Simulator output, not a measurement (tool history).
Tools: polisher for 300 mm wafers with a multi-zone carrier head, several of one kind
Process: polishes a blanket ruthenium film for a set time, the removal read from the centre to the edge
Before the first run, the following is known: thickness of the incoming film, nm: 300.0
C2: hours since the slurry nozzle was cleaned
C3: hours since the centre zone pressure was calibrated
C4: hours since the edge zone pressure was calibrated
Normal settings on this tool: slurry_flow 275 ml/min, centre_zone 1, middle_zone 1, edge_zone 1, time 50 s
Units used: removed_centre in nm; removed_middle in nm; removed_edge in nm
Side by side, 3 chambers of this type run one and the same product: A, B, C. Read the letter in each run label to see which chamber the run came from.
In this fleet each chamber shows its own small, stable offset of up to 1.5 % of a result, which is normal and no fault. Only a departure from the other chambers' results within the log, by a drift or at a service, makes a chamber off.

At hour 2.9: chamber B: slurry nozzle cleaned.
Run 1C, hour 4.7: usual settings; wafers polished on this pad 1012; C2 561.9; C3 631.7; C4 779.1. Result: removed_centre 33.535 nm, removed_middle 33.38 nm, removed_edge 33.793 nm.
Run 2B, hour 9.4: usual settings; wafers polished on this pad 792; C2 6.5; C3 766.4; C4 313.9. Result: removed_centre 33.732 nm, removed_middle 33.502 nm, removed_edge 34.141 nm.
Run 3A, hour 13.9: usual settings; wafers polished on this pad 983; C2 817; C3 91.2; C4 268.8. Result: removed_centre 33.841 nm, removed_middle 33.361 nm, removed_edge 33.812 nm.
Run 4B, hour 17.5: usual settings; wafers polished on this pad 878; C2 14.6; C3 774.5; C4 322. Result: removed_centre 33.946 nm, removed_middle 33.072 nm, removed_edge 34.073 nm.
Run 5A, hour 23.5: usual settings; wafers polished on this pad 1086; C2 826.6; C3 100.8; C4 278.4. Result: removed_centre 33.168 nm, removed_middle 34.005 nm, removed_edge 33.905 nm.
Run 6C, hour 28.7: usual settings; wafers polished on this pad 1269; C2 585.9; C3 655.7; C4 803.1. Result: removed_centre 34.389 nm, removed_middle 33.937 nm, removed_edge 33.427 nm.
At hour 32.5: chamber A: worn pad replaced by a new one.
At hour 33.3: chamber C: worn pad replaced by a new one.
Run 7A, hour 34.1: usual settings; wafers polished on this pad 18; C2 837.2; C3 111.4; C4 289. Result: removed_centre 33.557 nm, removed_middle 33.975 nm, removed_edge 33.793 nm.
Run 8C, hour 41.2: usual settings; wafers polished on this pad 85; C2 598.4; C3 668.2; C4 815.6. Result: removed_centre 33.851 nm, removed_middle 33.28 nm, removed_edge 33.698 nm.
Run 9B, hour 45.7: usual settings; wafers polished on this pad 1181; C2 42.8; C3 802.7; C4 350.2. Result: removed_centre 33.928 nm, removed_middle 33.159 nm, removed_edge 33.984 nm.
Run 10A, hour 51.9: usual settings; wafers polished on this pad 208; C2 855; C3 129.2; C4 306.8. Result: removed_centre 34.217 nm, removed_middle 33.972 nm, removed_edge 33.38 nm.
Run 11B, hour 58.8: usual settings but middle_zone 0.89, time 61 s; wafers polished on this pad 1321; C2 55.9; C3 815.8; C4 363.3. Result: removed_centre 41.114 nm, removed_middle 36.49 nm, removed_edge 40.621 nm.
At hour 62.9: chamber B: centre zone pressure recalibrated.
At hour 63.3: chamber C: centre zone pressure recalibrated.
Run 12C, hour 64.2: usual settings but middle_zone 0.89, time 61 s; wafers polished on this pad 332; C2 621.4; C3 1; C4 838.6. Result: removed_centre 37.871 nm, removed_middle 36.528 nm, removed_edge 41.642 nm.
Run 13C, hour 68: usual settings but middle_zone 0.89, time 61 s; wafers polished on this pad 372; C2 625.2; C3 4.8; C4 842.4. Result: removed_centre 38.154 nm, removed_middle 36.867 nm, removed_edge 40.566 nm.
At hour 69.6: chamber B: worn pad replaced by a new one.
Run 14A, hour 72.1: usual settings; wafers polished on this pad 425; C2 875.2; C3 149.4; C4 327. Result: removed_centre 33.882 nm, removed_middle 33.88 nm, removed_edge 32.987 nm.
Run 15B, hour 77.1: usual settings but centre_zone 0.91; wafers polished on this pad 80; C2 74.2; C3 14.3; C4 381.6. Result: removed_centre 30.441 nm, removed_middle 33.953 nm, removed_edge 33.398 nm.
Run 16C, hour 82.6: usual settings but centre_zone 0.91; wafers polished on this pad 529; C2 639.8; C3 19.4; C4 857. Result: removed_centre 27.971 nm, removed_middle 33.719 nm, removed_edge 33.711 nm.
At hour 83.9: chamber A: slurry nozzle cleaned.
Run 17A, hour 88.7: usual settings but centre_zone 0.91; wafers polished on this pad 603; C2 4.9; C3 166; C4 343.6. Result: removed_centre 30.181 nm, removed_middle 33.28 nm, removed_edge 33.322 nm.
Run 18B, hour 95.5: usual settings; wafers polished on this pad 277; C2 92.6; C3 32.7; C4 400. Result: removed_centre 33.612 nm, removed_middle 33.072 nm, removed_edge 33.752 nm.
Run 19A, hour 101.9: usual settings; wafers polished on this pad 744; C2 18.1; C3 179.2; C4 356.8. Result: removed_centre 33.742 nm, removed_middle 33.698 nm, removed_edge 34.276 nm.
Run 20B, hour 106.1: usual settings; wafers polished on this pad 391; C2 103.2; C3 43.3; C4 410.6. Result: removed_centre 33.817 nm, removed_middle 32.986 nm, removed_edge 33.654 nm.
Run 21C, hour 112.5: usual settings; wafers polished on this pad 849; C2 669.7; C3 49.3; C4 886.9. Result: removed_centre 30.976 nm, removed_middle 33.622 nm, removed_edge 33.659 nm.
Run 22A, hour 119.5: usual settings; wafers polished on this pad 933; C2 35.7; C3 196.8; C4 374.4. Result: removed_centre 34.029 nm, removed_middle 33.72 nm, removed_edge 33.26 nm.
Run 23B, hour 123.5: usual settings but edge_zone 1.05; wafers polished on this pad 577; C2 120.6; C3 60.7; C4 428. Result: removed_centre 34.483 nm, removed_middle 32.92 nm, removed_edge 34.874 nm.

Next, every chamber runs the same settings. What will each give?
Run 24A, hour 128.6: usual settings but slurry_flow 210 ml/min. Result: removed_centre ?, removed_middle ?, removed_edge ?.
Run 24B, hour 128.6: usual settings but slurry_flow 210 ml/min. Result: removed_centre ?, removed_middle ?, removed_edge ?.
Run 24C, hour 128.6: usual settings but slurry_flow 210 ml/min. Result: removed_centre ?, removed_middle ?, removed_edge ?.

run  removed_centre  removed_middle  removed_edge
24A           32.67          33.152        33.275
24B          32.421          32.864        32.709
24C          30.347          32.082         32.65

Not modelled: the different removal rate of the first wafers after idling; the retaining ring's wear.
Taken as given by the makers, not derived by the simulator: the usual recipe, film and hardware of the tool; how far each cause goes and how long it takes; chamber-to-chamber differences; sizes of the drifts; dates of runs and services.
